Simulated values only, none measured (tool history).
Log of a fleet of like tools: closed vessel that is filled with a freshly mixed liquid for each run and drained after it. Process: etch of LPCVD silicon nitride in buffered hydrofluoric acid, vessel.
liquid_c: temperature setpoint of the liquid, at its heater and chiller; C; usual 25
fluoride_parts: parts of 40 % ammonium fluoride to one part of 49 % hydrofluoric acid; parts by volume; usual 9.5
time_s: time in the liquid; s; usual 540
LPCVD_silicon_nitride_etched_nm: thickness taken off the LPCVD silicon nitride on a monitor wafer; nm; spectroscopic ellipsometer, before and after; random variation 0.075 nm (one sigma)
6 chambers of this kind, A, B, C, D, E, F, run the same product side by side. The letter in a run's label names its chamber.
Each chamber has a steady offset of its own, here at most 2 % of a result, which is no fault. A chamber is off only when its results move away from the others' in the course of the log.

| run | hour | liquid_c | fluoride_parts | time_s | hours since the thermometer was replaced | hours since the hydrofluoric acid flow meter was replaced | read-back film thickness of the LPCVD silicon nitride reference wafer, read on the same gauge (nm) | LPCVD_silicon_nitride_etched_nm |
|---|---|---|---|---|---|---|---|---|
| 1F | 6.3 | 25 | 9.5 | 540 | 953.7 | 1300.6 | 50.026 | 8.2544 |
| 2C | 12.5 | 25 | 9.5 | 540 | 1873.7 | 847.6 | 50.026 | 8.0161 |
| 3E | 20.1 | 25 | 9.5 | 540 | 61.7 | 319.5 | 49.981 | 8.2166 |
| 4A | 25.1 | 25 | 9.5 | 540 | 536.6 | 990.5 | 50.017 | 8.3232 |
| 5B | 31.0 | 25 | 9.5 | 540 | 1366.5 | 1757.1 | 50.049 | 8.3558 |
| 6D | 34.6 | 23 | 9.5 | 780 | 716.3 | 125.4 | 50.015 | 10.7130 |
| 7F | 40.4 | 23 | 9.5 | 780 | 987.8 | 1334.7 | 50.016 | 10.4300 |
| 8E | 46.7 | 23 | 9.5 | 780 | 88.3 | 346.1 | 50.000 | 10.5290 |
| 9D | 51.2 | 23 | 9.5 | 780 | 732.9 | 142.0 | 49.996 | 10.5750 |
| 10A | 56.2 | 23 | 9.5 | 780 | 567.7 | 1021.6 | 49.990 | 10.9270 |
| 11B | 61.2 | 23 | 9.5 | 780 | 1396.7 | 1787.3 | 49.996 | 10.7800 |
| 12C | 68.0 | 25 | 6.0 | 425 | 1929.2 | 903.1 | 50.022 | 9.7030 |
| 13A | 75.5 | 25 | 6.0 | 425 | 587.0 | 1040.9 | 49.995 | 10.1490 |
| 14B | 83.1 | 25 | 6.0 | 425 | 1418.6 | 1809.2 | 49.980 | 9.8426 |
| 15C | 90.0 | 25 | 6.0 | 425 | 1951.2 | 925.1 | 49.962 | 9.7827 |
| 16E | 96.9 | 25 | 6.0 | 425 | 138.5 | 396.3 | 50.029 | 9.9622 |
| 17F | 100.4 | 25 | 6.0 | 425 | 1047.8 | 1394.7 | 50.023 | 10.0590 |
| 18D | 107.9 | 25 | 9.5 | 540 | 789.6 | 198.7 | 49.978 | 8.1262 |
| 19A | 115.0 | 25 | 9.5 | 540 | 626.5 | 1080.4 | 50.000 | 8.2730 |
| 20D | 121.5 | 25 | 9.5 | 540 | 803.2 | 212.3 | 50.031 | 8.2525 |
| 21E | 129.0 | 25 | 9.5 | 540 | 170.6 | 428.4 | 49.997 | 7.9236 |
| 22C | 134.9 | 25 | 9.5 | 540 | 1996.1 | 970.0 | 49.988 | 8.0969 |
| 23F | 139.9 | 25 | 9.5 | 540 | 1087.3 | 1434.2 | 50.034 | 8.1648 |
| 24B | 146.6 | 25 | 9.5 | 540 | 1482.1 | 1872.7 | 50.026 | 8.2625 |
| 25C | 153.1 | 25 | 9.5 | 540 | 2014.3 | 988.2 | 49.971 | 8.2625 |
| 26A | 158.9 | 25 | 9.5 | 540 | 670.4 | 1124.3 | 49.959 | 8.4352 |
| 27D | 165.3 | 25 | 9.5 | 540 | 847.0 | 256.1 | 50.015 | 8.2153 |
| 28B | 170.5 | 25 | 9.5 | 540 | 1506.0 | 1896.6 | 50.026 | 8.3359 |
| 29F | 176.3 | 30 | 9.5 | 355 | 1123.7 | 1470.6 | 50.006 | 7.0475 |
| 30E | 179.6 | 30 | 9.5 | 355 | 221.2 | 479.0 | 49.996 | 6.7876 |
| 31B | 184.3 | 30 | 9.5 | 355 | 1519.8 | 1910.4 | 50.029 | 7.0418 |
| 32E | 189.4 | 30 | 9.5 | 355 | 231.0 | 488.8 | 49.989 | 6.7260 |
| 33C | 196.6 | 30 | 9.5 | 355 | 2057.8 | 1031.7 | 50.009 | 6.9764 |
| 34F | 200.9 | 30 | 9.5 | 355 | 1148.3 | 1495.2 | 50.025 | 6.9660 |
| 35D | 206.3 | 25 | 9.5 | 540 | 888.0 | 297.1 | 50.024 | 8.2741 |
| 36A | 213.0 | 21 | 7.5 | 540 | 724.5 | 1178.4 | 49.956 | 8.5545 |
| 37D | 219.8 | 21 | 7.5 | 540 | 901.5 | 310.6 | 50.021 | 8.1807 |
| 38F | 226.4 | 21 | 7.5 | 540 | 1173.8 | 1520.7 | 50.040 | 8.2118 |
| 39A | 233.1 | 21 | 7.5 | 540 | 744.6 | 1198.5 | 49.966 | 8.4264 |
| 40C | 240.7 | 21 | 7.5 | 540 | 2101.9 | 1075.8 | 49.997 | 8.1580 |
| 41B | 246.2 | 21 | 7.5 | 540 | 1581.7 | 1972.3 | 49.991 | 8.3574 |

What goes on in this fleet: one chamber off, a drifting gauge, or nothing beyond the chambers' own small offsets? Name the chamber and the cause, if any.

Chamber E drifts away from the others.
Cause: hydrofluoric acid flow below the setpoint (%) = 8.29.
The log may not tell that from: liquid colder than its thermometer reads (K).

Here are 4 candidates for chamber E's next run, each the usual settings with a change, their results left as question marks. Which one brings its results back in line with what the others give on the usual settings?
In line means no further than this from the other chambers' mean on the usual settings: LPCVD_silicon_nitride_etched_nm 0.2600 nm
| 42E-1 | 251.7 | 26.5 | 9.5 | 540 |  |  |  | ? |
| 42E-2 | 251.7 | 25.0 | 9.5 | 535 |  |  |  | ? |
| 42E-3 | 251.7 | 23.5 | 9.5 | 540 |  |  |  | ? |
| 42E-4 | 251.7 | 25.0 | 9.5 | 550 |  |  |  | ? |

The other chambers' mean on the usual settings: LPCVD_silicon_nitride_etched_nm 8.2332 nm
| run | LPCVD_silicon_nitride_etched_nm |
|---|---|
| 42E-1 | 8.3138 |
| 42E-2 | 7.5888 |
| 42E-3 | 7.0514 |
| 42E-4 | 7.8016 |
42E-1 brings the chamber back in line.
